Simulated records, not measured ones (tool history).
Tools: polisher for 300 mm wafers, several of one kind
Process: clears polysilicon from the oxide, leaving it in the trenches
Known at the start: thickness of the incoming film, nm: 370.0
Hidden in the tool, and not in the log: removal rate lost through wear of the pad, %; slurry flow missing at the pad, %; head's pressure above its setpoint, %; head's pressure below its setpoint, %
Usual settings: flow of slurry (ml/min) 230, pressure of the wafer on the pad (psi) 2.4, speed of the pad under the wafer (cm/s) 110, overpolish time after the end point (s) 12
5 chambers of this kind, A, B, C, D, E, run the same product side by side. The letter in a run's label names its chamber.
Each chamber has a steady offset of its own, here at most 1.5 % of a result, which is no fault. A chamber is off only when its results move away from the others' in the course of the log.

| run | hour | flow of slurry (ml/min) | pressure of the wafer on the pad (psi) | speed of the pad under the wafer (cm/s) | overpolish time after the end point (s) | wafers polished on this pad | hours since the slurry nozzle was cleaned | hours since the head pressure was calibrated | time until the end point was called (s) | dishing of a wide line in a test structure (angstrom) |
|---|---|---|---|---|---|---|---|---|---|---|
|  | 4.0 | chamber C: worn pad replaced by a new one |
| 1B | 9.7 | 230 | 2.4 | 110 | 12 | 752 | 377.3 | 461.6 | 29.088 | 584.23 |
| 2E | 17.6 | 230 | 2.4 | 110 | 12 | 911 | 274.3 | 1147.9 | 29.932 | 588.06 |
|  | 27.6 | chamber E: worn pad replaced by a new one |
| 3A | 28.5 | 230 | 2.4 | 110 | 12 | 978 | 103.9 | 143.9 | 28.587 | 590.22 |
|  | 40.0 | chamber A: worn pad replaced by a new one |
| 4C | 42.4 | 230 | 2.4 | 110 | 12 | 481 | 289.5 | 346.4 | 29.035 | 582.87 |
|  | 47.1 | chamber B: worn pad replaced by a new one |
|  | 48.5 | chamber D: slurry nozzle cleaned |
|  | 51.7 | chamber E: head pressure recalibrated |
| 5D | 56.0 | 230 | 2.4 | 110 | 12 | 1442 | 7.6 | 329.4 | 30.123 | 618.28 |
| 6D | 70.1 | 230 | 2.4 | 110 | 12 | 1618 | 21.7 | 343.5 | 29.009 | 605.08 |
|  | 71.2 | chamber D: worn pad replaced by a new one |
|  | 77.3 | chamber C: worn pad replaced by a new one |
| 7E | 80.0 | 230 | 2.4 | 110 | 12 | 655 | 336.7 | 28.3 | 29.742 | 607.15 |
| 8A | 86.8 | 230 | 2.4 | 110 | 12 | 586 | 162.2 | 202.2 | 29.163 | 599.55 |
| 9B | 96.4 | 230 | 2.4 | 110 | 12 | 616 | 464.0 | 548.3 | 29.419 | 594.04 |
|  | 103.2 | chamber E: worn pad replaced by a new one |
| 10C | 108.9 | 230 | 2.4 | 110 | 12 | 395 | 356.0 | 412.9 | 29.093 | 616.68 |
| 11C | 124.2 | 230 | 2.4 | 110 | 12 | 586 | 371.3 | 428.2 | 29.556 | 583.52 |
|  | 130.3 | chamber A: worn pad replaced by a new one |
| 12E | 134.6 | 230 | 2.4 | 110 | 12 | 392 | 391.3 | 82.9 | 29.962 | 599.32 |
|  | 139.9 | chamber B: worn pad replaced by a new one |
| 13A | 144.8 | 230 | 2.4 | 110 | 12 | 181 | 220.2 | 260.2 | 28.928 | 608.51 |
| 14B | 151.9 | 230 | 2.4 | 110 | 12 | 150 | 519.5 | 603.8 | 29.610 | 589.47 |
|  | 152.6 | chamber C: worn pad replaced by a new one |
|  | 161.5 | chamber A: slurry nozzle cleaned |
| 15D | 164.8 | 230 | 2.4 | 96 | 12 | 1171 | 116.4 | 438.2 | 33.908 | 562.89 |
|  | 166.6 | chamber E: slurry nozzle cleaned |
|  | 169.0 | chamber D: head pressure recalibrated |
| 16C | 173.4 | 230 | 2.4 | 96 | 12 | 260 | 420.5 | 477.4 | 32.525 | 569.64 |
|  | 179.8 | chamber C: slurry nozzle cleaned |
| 17A | 182.9 | 230 | 2.4 | 96 | 12 | 658 | 21.5 | 298.3 | 32.629 | 583.72 |
|  | 186.7 | chamber D: worn pad replaced by a new one |
|  | 189.7 | chamber E: worn pad replaced by a new one |
| 18D | 191.2 | 230 | 2.4 | 96 | 12 | 56 | 142.8 | 22.3 | 34.366 | 572.58 |
| 19B | 204.3 | 230 | 2.4 | 96 | 12 | 806 | 571.9 | 656.2 | 35.236 | 564.64 |
| 20E | 218.1 | 230 | 2.4 | 110 | 12 | 356 | 51.6 | 166.4 | 30.547 | 573.84 |
|  | 219.7 | chamber A: worn pad replaced by a new one |
| 21A | 225.6 | 230 | 2.4 | 110 | 12 | 74 | 64.2 | 341.0 | 29.536 | 604.03 |
|  | 227.4 | chamber C: worn pad replaced by a new one |
|  | 230.4 | chamber B: worn pad replaced by a new one |
| 22C | 236.8 | 230 | 2.4 | 110 | 12 | 118 | 57.0 | 540.8 | 29.582 | 611.89 |
| 23B | 243.7 | 230 | 2.4 | 110 | 12 | 167 | 611.3 | 695.6 | 30.231 | 582.84 |
| 24D | 250.9 | 230 | 2.4 | 110 | 12 | 803 | 202.5 | 82.0 | 29.421 | 592.67 |
| 25E | 258.6 | 230 | 2.4 | 110 | 12 | 862 | 92.1 | 206.9 | 29.129 | 585.84 |
| 26A | 265.4 | 230 | 2.4 | 110 | 17 | 572 | 104.0 | 380.8 | 29.279 | 642.56 |
| 27B | 272.6 | 230 | 2.4 | 110 | 17 | 528 | 640.2 | 724.5 | 31.961 | 627.24 |
|  | 275.9 | chamber E: worn pad replaced by a new one |
| 28E | 283.8 | 230 | 2.4 | 110 | 17 | 99 | 117.3 | 232.1 | 29.102 | 649.78 |
|  | 288.3 | chamber A: worn pad replaced by a new one |
| 29D | 292.2 | 230 | 2.4 | 110 | 17 | 1319 | 243.8 | 123.3 | 29.806 | 601.55 |
|  | 301.7 | chamber C: worn pad replaced by a new one |
| 30C | 307.3 | 230 | 2.4 | 110 | 17 | 70 | 127.5 | 611.3 | 29.898 | 640.00 |
|  | 316.2 | chamber B: worn pad replaced by a new one |
|  | 316.3 | chamber D: worn pad replaced by a new one |
| 31C | 321.8 | 230 | 2.4 | 110 | 12 | 252 | 142.0 | 625.8 | 29.281 | 579.42 |
| 32E | 329.8 | 230 | 2.4 | 110 | 12 | 674 | 163.3 | 278.1 | 29.298 | 590.36 |
| 33A | 338.5 | 230 | 2.4 | 110 | 12 | 628 | 177.1 | 453.9 | 29.855 | 592.56 |
| 34D | 346.3 | 230 | 2.4 | 110 | 12 | 375 | 297.9 | 177.4 | 29.823 | 599.05 |
|  | 347.7 | chamber E: worn pad replaced by a new one |
|  | 350.9 | chamber A: slurry nozzle cleaned |
| 35B | 356.1 | 230 | 2.1 | 138 | 12 | 499 | 723.7 | 808.0 | 30.122 | 581.86 |
| 36A | 364.8 | 230 | 2.1 | 138 | 12 | 957 | 14.0 | 480.2 | 26.530 | 617.18 |
| 37D | 377.2 | 230 | 2.1 | 138 | 12 | 762 | 328.8 | 208.3 | 26.691 | 628.44 |
| 38E | 386.9 | 230 | 2.1 | 138 | 12 | 491 | 220.4 | 335.2 | 26.643 | 615.29 |
| 39B | 397.1 | 230 | 2.1 | 138 | 12 | 1012 | 764.7 | 849.0 | 30.139 | 599.50 |

What goes on in this fleet: one chamber off, a drifting gauge, or nothing beyond the chambers' own small offsets? Name the chamber and the cause, if any.

Chamber B drifts away from the others.
Cause: head's pressure below its setpoint, % = 11.

Here are 4 candidates for chamber B's next run, each the usual settings with a change, their results left as question marks. Which one brings its results back in line with what the others give on the usual settings?
In line means no further than this from the other chambers' mean on the usual settings: time until the end point was called (s) 1.900; dishing of a wide line in a test structure (angstrom) 46.00
| 40B-1 | 408.3 | 235 | 2.7 | 122 | 12 |  |  |  | ? | ? |
| 40B-2 | 408.3 | 230 | 2.3 | 104 | 12 |  |  |  | ? | ? |
| 40B-3 | 408.3 | 230 | 2.5 | 116 | 12 |  |  |  | ? | ? |
| 40B-4 | 408.3 | 225 | 2.1 | 98 | 12 |  |  |  | ? | ? |

The other chambers' mean on the usual settings: time until the end point was called (s) 29.353; dishing of a wide line in a test structure (angstrom) 596.65
| run | time until the end point was called (s) | dishing of a wide line in a test structure (angstrom) |
|---|---|---|
| 40B-1 | 26.120 | 600.97 |
| 40B-2 | 35.992 | 547.75 |
| 40B-3 | 29.729 | 581.80 |
| 40B-4 | 41.914 | 516.46 |
40B-3 brings the chamber back in line.
